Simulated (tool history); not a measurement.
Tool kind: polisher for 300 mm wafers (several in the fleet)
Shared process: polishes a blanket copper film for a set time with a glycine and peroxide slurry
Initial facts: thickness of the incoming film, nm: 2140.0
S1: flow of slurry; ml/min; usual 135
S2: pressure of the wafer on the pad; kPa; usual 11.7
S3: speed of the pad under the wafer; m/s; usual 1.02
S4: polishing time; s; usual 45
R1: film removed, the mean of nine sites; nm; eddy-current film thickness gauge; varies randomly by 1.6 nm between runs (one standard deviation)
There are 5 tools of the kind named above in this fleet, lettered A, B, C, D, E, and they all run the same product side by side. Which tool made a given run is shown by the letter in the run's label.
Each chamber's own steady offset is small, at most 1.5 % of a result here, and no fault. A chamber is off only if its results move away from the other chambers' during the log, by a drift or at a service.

{"hour": 0.4, "done": "chamber B: head pressure recalibrated"}
{"hour": 2.1, "done": "chamber B: worn pad replaced by a new one"}
{"run": "1E", "hour": 2.4, "S1": 135, "S2": 11.7, "S3": 1.02, "S4": 45, "R1": 134.85}
{"hour": 4.3, "done": "chamber C: worn pad replaced by a new one"}
{"run": "2C", "hour": 6.0, "S1": 135, "S2": 11.7, "S3": 1.02, "S4": 45, "R1": 133.68}
{"run": "3B", "hour": 9.7, "S1": 135, "S2": 11.7, "S3": 1.02, "S4": 45, "R1": 138.3}
{"run": "4D", "hour": 12.7, "S1": 135, "S2": 11.7, "S3": 1.02, "S4": 45, "R1": 139.7}
{"run": "5A", "hour": 17.8, "S1": 135, "S2": 11.7, "S3": 1.02, "S4": 45, "R1": 134.04}
{"run": "6B", "hour": 20.6, "S1": 135, "S2": 11.7, "S3": 1.02, "S4": 45, "R1": 138.71}
{"run": "7D", "hour": 25.1, "S1": 135, "S2": 11.7, "S3": 1.02, "S4": 45, "R1": 138.33}
{"run": "8C", "hour": 28.0, "S1": 135, "S2": 11.7, "S3": 1.02, "S4": 45, "R1": 139.38}
{"run": "9A", "hour": 31.5, "S1": 135, "S2": 11.7, "S3": 1.02, "S4": 45, "R1": 136.86}
{"run": "10E", "hour": 36.0, "S1": 135, "S2": 11.7, "S3": 1.02, "S4": 45, "R1": 139.79}
{"run": "11C", "hour": 39.8, "S1": 150, "S2": 11.7, "S3": 0.66, "S4": 45, "R1": 102.74}
{"run": "12D", "hour": 43.8, "S1": 150, "S2": 11.7, "S3": 0.66, "S4": 45, "R1": 102.84}
{"run": "13B", "hour": 47.8, "S1": 150, "S2": 11.7, "S3": 0.66, "S4": 45, "R1": 104.32}
{"hour": 50.2, "done": "chamber C: worn pad replaced by a new one"}
{"run": "14E", "hour": 51.7, "S1": 150, "S2": 11.7, "S3": 0.66, "S4": 45, "R1": 104.84}
{"hour": 54.2, "done": "chamber E: worn pad replaced by a new one"}
{"run": "15A", "hour": 55.0, "S1": 150, "S2": 11.7, "S3": 0.66, "S4": 45, "R1": 104.01}
{"run": "16B", "hour": 58.7, "S1": 135, "S2": 11.7, "S3": 1.02, "S4": 45, "R1": 135.68}
{"run": "17D", "hour": 63.7, "S1": 135, "S2": 11.7, "S3": 1.02, "S4": 45, "R1": 139.33}
{"run": "18E", "hour": 68.4, "S1": 135, "S2": 11.7, "S3": 1.02, "S4": 45, "R1": 139.71}
{"run": "19C", "hour": 71.3, "S1": 135, "S2": 15.2, "S3": 1.02, "S4": 45, "R1": 165.57}
{"run": "20A", "hour": 75.6, "S1": 135, "S2": 15.2, "S3": 1.02, "S4": 45, "R1": 165.43}
{"hour": 77.0, "done": "chamber D: worn pad replaced by a new one"}
{"run": "21B", "hour": 80.6, "S1": 135, "S2": 15.2, "S3": 1.02, "S4": 45, "R1": 166.76}
{"hour": 82.3, "done": "chamber D: slurry nozzle cleaned"}
{"hour": 82.5, "done": "chamber B: worn pad replaced by a new one"}
{"run": "22D", "hour": 84.2, "S1": 135, "S2": 15.2, "S3": 1.02, "S4": 45, "R1": 173.04}
{"run": "23C", "hour": 87.0, "S1": 135, "S2": 15.2, "S3": 1.02, "S4": 45, "R1": 168.14}
{"run": "24A", "hour": 92.1, "S1": 135, "S2": 11.7, "S3": 1.02, "S4": 45, "R1": 130.42}
{"run": "25E", "hour": 96.7, "S1": 135, "S2": 11.7, "S3": 1.02, "S4": 45, "R1": 136.37}
{"hour": 99.2, "done": "chamber C: worn pad replaced by a new one"}
{"run": "26E", "hour": 100.8, "S1": 155, "S2": 8.3, "S3": 1.02, "S4": 45, "R1": 107.76}
{"run": "27C", "hour": 104.3, "S1": 155, "S2": 8.3, "S3": 1.02, "S4": 45, "R1": 108.6}
{"run": "28A", "hour": 108.6, "S1": 155, "S2": 8.3, "S3": 1.02, "S4": 45, "R1": 102.7}
{"run": "29B", "hour": 112.9, "S1": 155, "S2": 8.3, "S3": 1.02, "S4": 45, "R1": 110.83}
{"run": "30D", "hour": 115.9, "S1": 155, "S2": 8.3, "S3": 1.02, "S4": 45, "R1": 111.04}
{"run": "31D", "hour": 118.5, "S1": 135, "S2": 11.7, "S3": 1.02, "S4": 45, "R1": 140.34}
{"run": "32E", "hour": 122.4, "S1": 135, "S2": 11.7, "S3": 1.02, "S4": 45, "R1": 138.9}
{"run": "33B", "hour": 127.1, "S1": 160, "S2": 11.7, "S3": 0.74, "S4": 45, "R1": 114.49}
{"run": "34A", "hour": 130.2, "S1": 160, "S2": 11.7, "S3": 0.74, "S4": 45, "R1": 101.56}
{"hour": 130.3, "done": "chamber E: worn pad replaced by a new one"}
{"run": "35C", "hour": 133.9, "S1": 160, "S2": 11.7, "S3": 0.74, "S4": 45, "R1": 113.42}
{"run": "36B", "hour": 137.6, "S1": 160, "S2": 11.7, "S3": 0.74, "S4": 45, "R1": 113.05}
{"run": "37E", "hour": 142.5, "S1": 160, "S2": 11.7, "S3": 0.74, "S4": 45, "R1": 113.66}

Predict what each chamber gives when all 5 of them run the settings below next.
{"run": "38A", "hour": 146.2, "S1": 135, "S2": 11.7, "S3": 1.02, "S4": 45, "R1": "?"}
{"run": "38B", "hour": 146.2, "S1": 135, "S2": 11.7, "S3": 1.02, "S4": 45, "R1": "?"}
{"run": "38C", "hour": 146.2, "S1": 135, "S2": 11.7, "S3": 1.02, "S4": 45, "R1": "?"}
{"run": "38D", "hour": 146.2, "S1": 135, "S2": 11.7, "S3": 1.02, "S4": 45, "R1": "?"}
{"run": "38E", "hour": 146.2, "S1": 135, "S2": 11.7, "S3": 1.02, "S4": 45, "R1": "?"}

run=38A R1=122.21
run=38B R1=137.32
run=38C R1=135.08
run=38D R1=139.5
run=38E R1=137.75
